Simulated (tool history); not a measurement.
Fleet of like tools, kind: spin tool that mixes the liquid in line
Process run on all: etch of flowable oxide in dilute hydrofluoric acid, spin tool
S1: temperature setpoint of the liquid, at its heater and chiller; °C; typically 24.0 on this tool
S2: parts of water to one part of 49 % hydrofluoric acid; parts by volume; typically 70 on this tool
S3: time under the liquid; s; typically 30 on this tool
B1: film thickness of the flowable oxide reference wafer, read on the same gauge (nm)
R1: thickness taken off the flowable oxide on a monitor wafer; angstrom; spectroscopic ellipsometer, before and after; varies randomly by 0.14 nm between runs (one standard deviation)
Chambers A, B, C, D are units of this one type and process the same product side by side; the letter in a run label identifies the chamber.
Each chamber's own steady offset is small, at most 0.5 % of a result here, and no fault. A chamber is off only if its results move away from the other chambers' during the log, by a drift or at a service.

{"run": "1C", "hour": 5.4, "S1": 24.0, "S2": 70, "S3": 30, "B1": 99.998, "R1": 157.17}
{"run": "2A", "hour": 10.8, "S1": 24.0, "S2": 70, "S3": 30, "B1": 99.996, "R1": 156.96}
{"run": "3B", "hour": 14.5, "S1": 24.0, "S2": 70, "S3": 30, "B1": 99.993, "R1": 157.16}
{"run": "4D", "hour": 20.6, "S1": 24.0, "S2": 70, "S3": 30, "B1": 100.01, "R1": 157.18}
{"run": "5C", "hour": 25.2, "S1": 24.0, "S2": 70, "S3": 30, "B1": 99.98, "R1": 156.46}
{"run": "6A", "hour": 29.5, "S1": 24.0, "S2": 70, "S3": 30, "B1": 100.02, "R1": 155.75}
{"run": "7D", "hour": 34.8, "S1": 24.0, "S2": 70, "S3": 30, "B1": 99.982, "R1": 159.01}
{"run": "8B", "hour": 39.1, "S1": 24.0, "S2": 70, "S3": 30, "B1": 100.0, "R1": 155.6}
{"run": "9A", "hour": 43.6, "S1": 24.0, "S2": 50, "S3": 20, "B1": 100.02, "R1": 151.32}
{"run": "10D", "hour": 48.8, "S1": 24.0, "S2": 50, "S3": 20, "B1": 99.983, "R1": 150.34}
{"run": "11C", "hour": 54.8, "S1": 24.0, "S2": 50, "S3": 20, "B1": 100.0, "R1": 150.49}
{"run": "12B", "hour": 60.0, "S1": 24.0, "S2": 50, "S3": 20, "B1": 100.0, "R1": 148.9}
{"run": "13C", "hour": 66.1, "S1": 24.0, "S2": 70, "S3": 30, "B1": 100.0, "R1": 157.96}
{"run": "14B", "hour": 69.4, "S1": 24.0, "S2": 70, "S3": 30, "B1": 99.973, "R1": 158.71}
{"run": "15D", "hour": 73.8, "S1": 24.0, "S2": 70, "S3": 30, "B1": 99.992, "R1": 158.92}
{"run": "16A", "hour": 78.6, "S1": 24.0, "S2": 70, "S3": 30, "B1": 99.997, "R1": 156.43}
{"run": "17D", "hour": 83.2, "S1": 19.5, "S2": 95, "S3": 30, "B1": 100.0, "R1": 92.157}
{"run": "18C", "hour": 88.6, "S1": 19.5, "S2": 95, "S3": 30, "B1": 100.02, "R1": 93.447}
{"run": "19A", "hour": 92.7, "S1": 19.5, "S2": 95, "S3": 30, "B1": 99.975, "R1": 92.626}
{"run": "20B", "hour": 95.6, "S1": 19.5, "S2": 95, "S3": 30, "B1": 100.03, "R1": 97.24}
{"run": "21D", "hour": 100.4, "S1": 24.0, "S2": 70, "S3": 30, "B1": 100.01, "R1": 157.6}
{"run": "22B", "hour": 105.0, "S1": 24.0, "S2": 70, "S3": 30, "B1": 100.03, "R1": 163.46}
{"run": "23C", "hour": 109.6, "S1": 24.0, "S2": 70, "S3": 30, "B1": 100.01, "R1": 157.51}
{"run": "24A", "hour": 114.9, "S1": 24.0, "S2": 70, "S3": 30, "B1": 100.02, "R1": 156.46}
{"run": "25C", "hour": 118.4, "S1": 24.0, "S2": 70, "S3": 30, "B1": 100.01, "R1": 154.45}
{"run": "26B", "hour": 124.3, "S1": 24.0, "S2": 70, "S3": 30, "B1": 99.992, "R1": 167.7}
{"run": "27A", "hour": 128.7, "S1": 24.0, "S2": 70, "S3": 30, "B1": 100.01, "R1": 157.02}
{"run": "28D", "hour": 131.5, "S1": 24.0, "S2": 70, "S3": 30, "B1": 100.02, "R1": 158.0}
{"run": "29B", "hour": 137.4, "S1": 24.0, "S2": 70, "S3": 30, "B1": 100.0, "R1": 170.67}
{"run": "30A", "hour": 142.3, "S1": 24.0, "S2": 70, "S3": 30, "B1": 100.0, "R1": 158.1}
{"run": "31C", "hour": 146.6, "S1": 19.5, "S2": 70, "S3": 25, "B1": 100.01, "R1": 108.01}
{"hour": 147.3, "done": "chamber C: thermometer replaced"}
{"run": "32D", "hour": 152.4, "S1": 19.5, "S2": 70, "S3": 25, "B1": 100.03, "R1": 108.79}
{"run": "33C", "hour": 156.9, "S1": 19.5, "S2": 70, "S3": 25, "B1": 99.964, "R1": 110.59}
{"run": "34A", "hour": 160.0, "S1": 19.5, "S2": 70, "S3": 25, "B1": 100.0, "R1": 109.19}

Decide between three cases: one chamber stands off from its peers, the gauge reading all wafers drifts, or nothing is wrong past each chamber's small offset. Where a chamber is off, say which and what most likely put it there.

Chamber B drifts away from the others.
What lies behind it: liquid hotter than its thermometer reads (K) = 2.37.
It could be hard to tell apart here from: hydrofluoric acid flow above the setpoint (%).

Which of the 4 candidates below, each the usual settings with something changed and its results left as question marks, puts chamber B back in line with what the other chambers give on the usual settings?
Counts as in line when no further than this from what the other chambers average on the usual settings: R1 5.000 angstrom
{"run": "35B-1", "hour": 164.4, "S1": 24.0, "S2": 65, "S3": 30, "R1": "?"}
{"run": "35B-2", "hour": 164.4, "S1": 23.5, "S2": 75, "S3": 30, "R1": "?"}
{"run": "35B-3", "hour": 164.4, "S1": 24.0, "S2": 70, "S3": 25, "R1": "?"}
{"run": "35B-4", "hour": 164.4, "S1": 28.5, "S2": 70, "S3": 30, "R1": "?"}

Mean of the other chambers on the usual settings: R1 156.970 angstrom
run=35B-1 R1=186.000
run=35B-2 R1=156.240
run=35B-3 R1=143.130
run=35B-4 R1=205.150
It is 35B-2 that realigns the chamber with its peers.
